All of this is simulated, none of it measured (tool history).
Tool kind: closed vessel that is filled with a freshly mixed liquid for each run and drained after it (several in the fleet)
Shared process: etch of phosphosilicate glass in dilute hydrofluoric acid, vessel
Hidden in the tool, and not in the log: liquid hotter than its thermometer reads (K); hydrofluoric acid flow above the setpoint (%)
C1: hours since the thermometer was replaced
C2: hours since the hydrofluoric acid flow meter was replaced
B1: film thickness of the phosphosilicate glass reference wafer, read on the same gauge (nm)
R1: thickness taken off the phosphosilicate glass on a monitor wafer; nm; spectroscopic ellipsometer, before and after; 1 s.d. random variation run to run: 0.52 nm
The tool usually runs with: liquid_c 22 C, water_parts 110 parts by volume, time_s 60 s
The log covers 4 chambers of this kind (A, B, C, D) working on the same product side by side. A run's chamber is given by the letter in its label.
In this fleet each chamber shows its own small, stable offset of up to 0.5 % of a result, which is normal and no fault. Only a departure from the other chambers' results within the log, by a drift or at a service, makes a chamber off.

{"run": "1A", "day": 0.438, "liquid_c": 22, "water_parts": 110, "time_s": 60, "C1": 1706.9, "C2": 45, "B1": 110.03, "R1": 75.885}
{"run": "2D", "day": 1.062, "liquid_c": 22, "water_parts": 110, "time_s": 60, "C1": 206.3, "C2": 794.8, "B1": 109.99, "R1": 77.385}
{"run": "3C", "day": 1.475, "liquid_c": 22, "water_parts": 110, "time_s": 60, "C1": 563.8, "C2": 1509.8, "B1": 110.03, "R1": 75.914}
{"run": "4B", "day": 1.912, "liquid_c": 22, "water_parts": 110, "time_s": 60, "C1": 557.8, "C2": 351.6, "B1": 109.98, "R1": 76.087}
{"run": "5D", "day": 2.233, "liquid_c": 22, "water_parts": 110, "time_s": 60, "C1": 234.4, "C2": 822.9, "B1": 109.99, "R1": 77.836}
{"run": "6A", "day": 2.638, "liquid_c": 22, "water_parts": 80, "time_s": 35, "C1": 1759.7, "C2": 97.8, "B1": 110.02, "R1": 64.521}
{"run": "7C", "day": 3.167, "liquid_c": 22, "water_parts": 80, "time_s": 35, "C1": 604.4, "C2": 1550.4, "B1": 109.99, "R1": 64.561}
{"run": "8B", "day": 3.512, "liquid_c": 22, "water_parts": 80, "time_s": 35, "C1": 596.2, "C2": 390, "B1": 109.99, "R1": 62.774}
{"run": "9D", "day": 3.896, "liquid_c": 22, "water_parts": 80, "time_s": 35, "C1": 274.3, "C2": 862.8, "B1": 110, "R1": 62.84}
{"run": "10C", "day": 4.212, "liquid_c": 22, "water_parts": 110, "time_s": 60, "C1": 629.5, "C2": 1575.5, "B1": 109.99, "R1": 77.854}
{"run": "11A", "day": 4.608, "liquid_c": 22, "water_parts": 110, "time_s": 60, "C1": 1807, "C2": 145.1, "B1": 110, "R1": 78.191}
{"run": "12B", "day": 5.171, "liquid_c": 22, "water_parts": 110, "time_s": 60, "C1": 636, "C2": 429.8, "B1": 110.01, "R1": 77.027}
{"run": "13A", "day": 5.775, "liquid_c": 22, "water_parts": 110, "time_s": 60, "C1": 1835, "C2": 173.1, "B1": 110.02, "R1": 77.56}
{"run": "14B", "day": 6.208, "liquid_c": 22, "water_parts": 110, "time_s": 60, "C1": 660.9, "C2": 454.7, "B1": 110.01, "R1": 76.199}
{"run": "15C", "day": 6.662, "liquid_c": 22, "water_parts": 110, "time_s": 60, "C1": 688.3, "C2": 1634.3, "B1": 110.02, "R1": 78.158}
{"run": "16D", "day": 6.975, "liquid_c": 22, "water_parts": 110, "time_s": 60, "C1": 348.2, "C2": 936.7, "B1": 110.02, "R1": 77.224}
{"run": "17B", "day": 7.575, "liquid_c": 22, "water_parts": 110, "time_s": 60, "C1": 693.7, "C2": 487.5, "B1": 110.02, "R1": 76.412}
{"run": "18D", "day": 7.904, "liquid_c": 22, "water_parts": 135, "time_s": 90, "C1": 370.5, "C2": 959, "B1": 110.01, "R1": 90.949}
{"day": 8.246, "done": "chamber B: hydrofluoric acid flow meter replaced"}
{"run": "19A", "day": 8.358, "liquid_c": 22, "water_parts": 135, "time_s": 90, "C1": 1897, "C2": 235.1, "B1": 109.99, "R1": 91.374}
{"run": "20C", "day": 8.921, "liquid_c": 22, "water_parts": 135, "time_s": 90, "C1": 742.5, "C2": 1688.5, "B1": 109.97, "R1": 93.191}
{"run": "21D", "day": 9.421, "liquid_c": 22, "water_parts": 135, "time_s": 90, "C1": 406.9, "C2": 995.4, "B1": 110, "R1": 90.441}
{"run": "22A", "day": 9.721, "liquid_c": 26.5, "water_parts": 110, "time_s": 60, "C1": 1929.7, "C2": 267.8, "B1": 110.01, "R1": 90.548}
{"run": "23B", "day": 10.329, "liquid_c": 26.5, "water_parts": 110, "time_s": 60, "C1": 759.8, "C2": 50.1, "B1": 109.98, "R1": 92.011}
{"run": "24C", "day": 10.788, "liquid_c": 26.5, "water_parts": 110, "time_s": 60, "C1": 787.3, "C2": 1733.3, "B1": 110.02, "R1": 94.55}
{"run": "25B", "day": 11.233, "liquid_c": 26.5, "water_parts": 110, "time_s": 60, "C1": 781.5, "C2": 71.8, "B1": 110.02, "R1": 91.234}
{"run": "26A", "day": 11.654, "liquid_c": 22, "water_parts": 110, "time_s": 60, "C1": 1976.1, "C2": 314.2, "B1": 110, "R1": 76.442}
{"run": "27D", "day": 12.2, "liquid_c": 22, "water_parts": 110, "time_s": 60, "C1": 473.6, "C2": 1062.1, "B1": 109.99, "R1": 76.051}
{"run": "28C", "day": 12.483, "liquid_c": 22, "water_parts": 85, "time_s": 85, "C1": 828, "C2": 1774, "B1": 109.99, "R1": 152.04}
{"run": "29A", "day": 12.762, "liquid_c": 22, "water_parts": 85, "time_s": 85, "C1": 2002.7, "C2": 340.8, "B1": 109.99, "R1": 146.75}
{"run": "30B", "day": 13.067, "liquid_c": 22, "water_parts": 85, "time_s": 85, "C1": 825.5, "C2": 115.8, "B1": 110.02, "R1": 146.17}
{"run": "31D", "day": 13.579, "liquid_c": 22, "water_parts": 85, "time_s": 85, "C1": 506.7, "C2": 1095.2, "B1": 110, "R1": 145.31}
{"run": "32C", "day": 13.862, "liquid_c": 22, "water_parts": 110, "time_s": 60, "C1": 861.1, "C2": 1807.1, "B1": 109.98, "R1": 80.153}
{"run": "33C", "day": 14.325, "liquid_c": 22, "water_parts": 110, "time_s": 60, "C1": 872.2, "C2": 1818.2, "B1": 110, "R1": 79.133}
{"run": "34D", "day": 14.646, "liquid_c": 22, "water_parts": 110, "time_s": 60, "C1": 532.3, "C2": 1120.8, "B1": 109.98, "R1": 76.132}
{"run": "35A", "day": 15.042, "liquid_c": 22, "water_parts": 135, "time_s": 60, "C1": 2057.4, "C2": 395.5, "B1": 110.01, "R1": 61.19}
{"run": "36B", "day": 15.467, "liquid_c": 22, "water_parts": 135, "time_s": 60, "C1": 883.1, "C2": 173.4, "B1": 109.98, "R1": 60.82}
{"run": "37B", "day": 16.067, "liquid_c": 22, "water_parts": 135, "time_s": 60, "C1": 897.5, "C2": 187.8, "B1": 109.99, "R1": 60.036}
{"run": "38D", "day": 16.392, "liquid_c": 22, "water_parts": 135, "time_s": 60, "C1": 574.2, "C2": 1162.7, "B1": 110, "R1": 60.685}
{"run": "39C", "day": 16.696, "liquid_c": 22, "water_parts": 110, "time_s": 60, "C1": 929.1, "C2": 1875.1, "B1": 110, "R1": 80.19}

One chamber off, gauge drift, or nothing amiss beyond the chambers' own small offsets? If it is a chamber, which one, and what is the likeliest cause?

Chamber C drifts away from the others.
Most likely cause: liquid hotter than its thermometer reads (K) = 1.11.
It could be hard to tell apart here from: hydrofluoric acid flow above the setpoint (%).

Chamber C could run next with any of the 4 candidate recipes listed below; each alters the usual settings, and their results appear as question marks. Which one brings its results back in line with what the other chambers deliver on the usual settings?
A result is in line if it is within this distance of the other chambers' mean on the usual settings: R1 1.8 nm
{"run": "40C-1", "day": 17.15, "liquid_c": 24, "water_parts": 110, "time_s": 60, "R1": "?"}
{"run": "40C-2", "day": 17.15, "liquid_c": 22, "water_parts": 115, "time_s": 60, "R1": "?"}
{"run": "40C-3", "day": 17.15, "liquid_c": 22, "water_parts": 110, "time_s": 55, "R1": "?"}
{"run": "40C-4", "day": 17.15, "liquid_c": 23, "water_parts": 110, "time_s": 60, "R1": "?"}

On the usual settings, the other chambers give on average: R1 76.87 nm
run=40C-1 R1=86.977
run=40C-2 R1=76.344
run=40C-3 R1=73.646
run=40C-4 R1=83.609
The answer is 40C-2, which returns the chamber to within the allowed miss of the others.
